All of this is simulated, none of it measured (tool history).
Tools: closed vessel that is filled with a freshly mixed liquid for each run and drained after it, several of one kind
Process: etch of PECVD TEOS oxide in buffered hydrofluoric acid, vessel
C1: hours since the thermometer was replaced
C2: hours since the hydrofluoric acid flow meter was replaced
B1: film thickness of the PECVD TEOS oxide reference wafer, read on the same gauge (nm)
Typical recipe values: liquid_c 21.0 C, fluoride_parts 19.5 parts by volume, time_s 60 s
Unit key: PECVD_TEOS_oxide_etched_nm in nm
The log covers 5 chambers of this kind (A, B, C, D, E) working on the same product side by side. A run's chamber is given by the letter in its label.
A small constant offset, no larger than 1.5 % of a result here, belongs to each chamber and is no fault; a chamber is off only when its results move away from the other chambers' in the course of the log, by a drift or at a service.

{"run": "1A", "hour": 5.3, "liquid_c": 21.0, "fluoride_parts": 19.5, "time_s": 60, "C1": 306.9, "C2": 375.3, "B1": 39.998, "PECVD_TEOS_oxide_etched_nm": 72.916}
{"run": "2C", "hour": 14.1, "liquid_c": 21.0, "fluoride_parts": 19.5, "time_s": 60, "C1": 92.4, "C2": 59.1, "B1": 39.993, "PECVD_TEOS_oxide_etched_nm": 73.634}
{"run": "3E", "hour": 22.7, "liquid_c": 21.0, "fluoride_parts": 19.5, "time_s": 60, "C1": 263.1, "C2": 113.4, "B1": 40.009, "PECVD_TEOS_oxide_etched_nm": 73.839}
{"run": "4D", "hour": 32.2, "liquid_c": 21.0, "fluoride_parts": 19.5, "time_s": 60, "C1": 136.4, "C2": 782.9, "B1": 39.973, "PECVD_TEOS_oxide_etched_nm": 73.687}
{"run": "5B", "hour": 39.0, "liquid_c": 21.0, "fluoride_parts": 19.5, "time_s": 60, "C1": 572.7, "C2": 182.8, "B1": 40.018, "PECVD_TEOS_oxide_etched_nm": 74.186}
{"run": "6C", "hour": 45.1, "liquid_c": 21.0, "fluoride_parts": 27.0, "time_s": 40, "C1": 123.4, "C2": 90.1, "B1": 40.004, "PECVD_TEOS_oxide_etched_nm": 38.692}
{"run": "7B", "hour": 54.4, "liquid_c": 21.0, "fluoride_parts": 27.0, "time_s": 40, "C1": 588.1, "C2": 198.2, "B1": 40.029, "PECVD_TEOS_oxide_etched_nm": 39.097}
{"run": "8A", "hour": 65.3, "liquid_c": 21.0, "fluoride_parts": 27.0, "time_s": 40, "C1": 366.9, "C2": 435.3, "B1": 39.976, "PECVD_TEOS_oxide_etched_nm": 38.993}
{"run": "9D", "hour": 74.5, "liquid_c": 21.0, "fluoride_parts": 27.0, "time_s": 40, "C1": 178.7, "C2": 825.2, "B1": 40.003, "PECVD_TEOS_oxide_etched_nm": 39.767}
{"run": "10E", "hour": 81.9, "liquid_c": 21.0, "fluoride_parts": 27.0, "time_s": 40, "C1": 322.3, "C2": 172.6, "B1": 39.961, "PECVD_TEOS_oxide_etched_nm": 39.15}
{"run": "11A", "hour": 90.2, "liquid_c": 21.0, "fluoride_parts": 19.5, "time_s": 60, "C1": 391.8, "C2": 460.2, "B1": 40.019, "PECVD_TEOS_oxide_etched_nm": 74.342}
{"run": "12B", "hour": 97.0, "liquid_c": 18.5, "fluoride_parts": 23.5, "time_s": 60, "C1": 630.7, "C2": 240.8, "B1": 39.991, "PECVD_TEOS_oxide_etched_nm": 56.191}
{"run": "13E", "hour": 104.9, "liquid_c": 18.5, "fluoride_parts": 23.5, "time_s": 60, "C1": 345.3, "C2": 195.6, "B1": 39.992, "PECVD_TEOS_oxide_etched_nm": 54.713}
{"run": "14D", "hour": 112.3, "liquid_c": 18.5, "fluoride_parts": 23.5, "time_s": 60, "C1": 216.5, "C2": 863.0, "B1": 40.008, "PECVD_TEOS_oxide_etched_nm": 56.182}
{"run": "15C", "hour": 118.3, "liquid_c": 18.5, "fluoride_parts": 23.5, "time_s": 60, "C1": 196.6, "C2": 163.3, "B1": 39.985, "PECVD_TEOS_oxide_etched_nm": 55.409}
{"run": "16C", "hour": 125.7, "liquid_c": 18.5, "fluoride_parts": 23.5, "time_s": 60, "C1": 204.0, "C2": 170.7, "B1": 40.037, "PECVD_TEOS_oxide_etched_nm": 55.724}
{"run": "17B", "hour": 132.1, "liquid_c": 21.0, "fluoride_parts": 19.5, "time_s": 60, "C1": 665.8, "C2": 275.9, "B1": 40.015, "PECVD_TEOS_oxide_etched_nm": 74.267}
{"run": "18D", "hour": 137.9, "liquid_c": 21.0, "fluoride_parts": 19.5, "time_s": 60, "C1": 242.1, "C2": 888.6, "B1": 40.043, "PECVD_TEOS_oxide_etched_nm": 72.995}
{"run": "19E", "hour": 145.4, "liquid_c": 21.0, "fluoride_parts": 19.5, "time_s": 60, "C1": 385.8, "C2": 236.1, "B1": 40.001, "PECVD_TEOS_oxide_etched_nm": 72.303}
{"run": "20A", "hour": 152.0, "liquid_c": 19.5, "fluoride_parts": 19.5, "time_s": 75, "C1": 453.6, "C2": 522.0, "B1": 40.029, "PECVD_TEOS_oxide_etched_nm": 83.88}
{"run": "21E", "hour": 161.9, "liquid_c": 19.5, "fluoride_parts": 19.5, "time_s": 75, "C1": 402.3, "C2": 252.6, "B1": 40.025, "PECVD_TEOS_oxide_etched_nm": 81.814}
{"run": "22B", "hour": 169.6, "liquid_c": 19.5, "fluoride_parts": 19.5, "time_s": 75, "C1": 703.3, "C2": 313.4, "B1": 39.974, "PECVD_TEOS_oxide_etched_nm": 84.738}
{"run": "23D", "hour": 178.4, "liquid_c": 19.5, "fluoride_parts": 19.5, "time_s": 75, "C1": 282.6, "C2": 929.1, "B1": 39.997, "PECVD_TEOS_oxide_etched_nm": 84.371}
{"run": "24C", "hour": 185.4, "liquid_c": 19.5, "fluoride_parts": 19.5, "time_s": 75, "C1": 263.7, "C2": 230.4, "B1": 39.983, "PECVD_TEOS_oxide_etched_nm": 84.489}
{"run": "25A", "hour": 195.8, "liquid_c": 21.0, "fluoride_parts": 19.5, "time_s": 60, "C1": 497.4, "C2": 565.8, "B1": 39.985, "PECVD_TEOS_oxide_etched_nm": 72.927}
{"run": "26A", "hour": 203.4, "liquid_c": 21.0, "fluoride_parts": 19.5, "time_s": 60, "C1": 505.0, "C2": 573.4, "B1": 39.989, "PECVD_TEOS_oxide_etched_nm": 74.216}
{"run": "27B", "hour": 208.5, "liquid_c": 21.0, "fluoride_parts": 22.0, "time_s": 60, "C1": 742.2, "C2": 352.3, "B1": 40.019, "PECVD_TEOS_oxide_etched_nm": 67.382}
{"run": "28D", "hour": 218.5, "liquid_c": 21.0, "fluoride_parts": 22.0, "time_s": 60, "C1": 322.7, "C2": 969.2, "B1": 39.976, "PECVD_TEOS_oxide_etched_nm": 67.385}
{"run": "29C", "hour": 226.8, "liquid_c": 21.0, "fluoride_parts": 22.0, "time_s": 60, "C1": 305.1, "C2": 271.8, "B1": 40.001, "PECVD_TEOS_oxide_etched_nm": 66.496}
{"run": "30E", "hour": 236.1, "liquid_c": 21.0, "fluoride_parts": 22.0, "time_s": 60, "C1": 476.5, "C2": 326.8, "B1": 39.996, "PECVD_TEOS_oxide_etched_nm": 64.044}
{"run": "31E", "hour": 244.3, "liquid_c": 21.0, "fluoride_parts": 22.0, "time_s": 60, "C1": 484.7, "C2": 335.0, "B1": 39.965, "PECVD_TEOS_oxide_etched_nm": 62.651}
{"run": "32D", "hour": 254.0, "liquid_c": 21.0, "fluoride_parts": 19.5, "time_s": 60, "C1": 358.2, "C2": 1004.7, "B1": 40.006, "PECVD_TEOS_oxide_etched_nm": 73.085}
{"run": "33A", "hour": 263.9, "liquid_c": 21.0, "fluoride_parts": 19.5, "time_s": 60, "C1": 565.5, "C2": 633.9, "B1": 40.03, "PECVD_TEOS_oxide_etched_nm": 74.622}
{"run": "34C", "hour": 271.2, "liquid_c": 21.0, "fluoride_parts": 19.5, "time_s": 60, "C1": 349.5, "C2": 316.2, "B1": 39.98, "PECVD_TEOS_oxide_etched_nm": 73.08}
{"run": "35B", "hour": 281.5, "liquid_c": 21.0, "fluoride_parts": 19.5, "time_s": 60, "C1": 815.2, "C2": 425.3, "B1": 40.006, "PECVD_TEOS_oxide_etched_nm": 73.628}
{"run": "36A", "hour": 287.0, "liquid_c": 21.0, "fluoride_parts": 19.5, "time_s": 60, "C1": 588.6, "C2": 657.0, "B1": 39.99, "PECVD_TEOS_oxide_etched_nm": 73.883}
{"run": "37B", "hour": 297.9, "liquid_c": 21.0, "fluoride_parts": 19.5, "time_s": 60, "C1": 831.6, "C2": 441.7, "B1": 39.975, "PECVD_TEOS_oxide_etched_nm": 73.248}
{"run": "38C", "hour": 308.4, "liquid_c": 19.5, "fluoride_parts": 19.5, "time_s": 70, "C1": 386.7, "C2": 353.4, "B1": 40.011, "PECVD_TEOS_oxide_etched_nm": 79.048}
{"run": "39E", "hour": 315.0, "liquid_c": 19.5, "fluoride_parts": 19.5, "time_s": 70, "C1": 555.4, "C2": 405.7, "B1": 39.967, "PECVD_TEOS_oxide_etched_nm": 72.7}

Predict what each chamber gives when all 5 of them run the settings below next.
{"run": "40A", "hour": 323.1, "liquid_c": 24.0, "fluoride_parts": 19.5, "time_s": 60, "PECVD_TEOS_oxide_etched_nm": "?"}
{"run": "40B", "hour": 323.1, "liquid_c": 24.0, "fluoride_parts": 19.5, "time_s": 60, "PECVD_TEOS_oxide_etched_nm": "?"}
{"run": "40C", "hour": 323.1, "liquid_c": 24.0, "fluoride_parts": 19.5, "time_s": 60, "PECVD_TEOS_oxide_etched_nm": "?"}
{"run": "40D", "hour": 323.1, "liquid_c": 24.0, "fluoride_parts": 19.5, "time_s": 60, "PECVD_TEOS_oxide_etched_nm": "?"}
{"run": "40E", "hour": 323.1, "liquid_c": 24.0, "fluoride_parts": 19.5, "time_s": 60, "PECVD_TEOS_oxide_etched_nm": "?"}

run=40A PECVD_TEOS_oxide_etched_nm=86.527
run=40B PECVD_TEOS_oxide_etched_nm=87.256
run=40C PECVD_TEOS_oxide_etched_nm=85.141
run=40D PECVD_TEOS_oxide_etched_nm=88.339
run=40E PECVD_TEOS_oxide_etched_nm=80.834
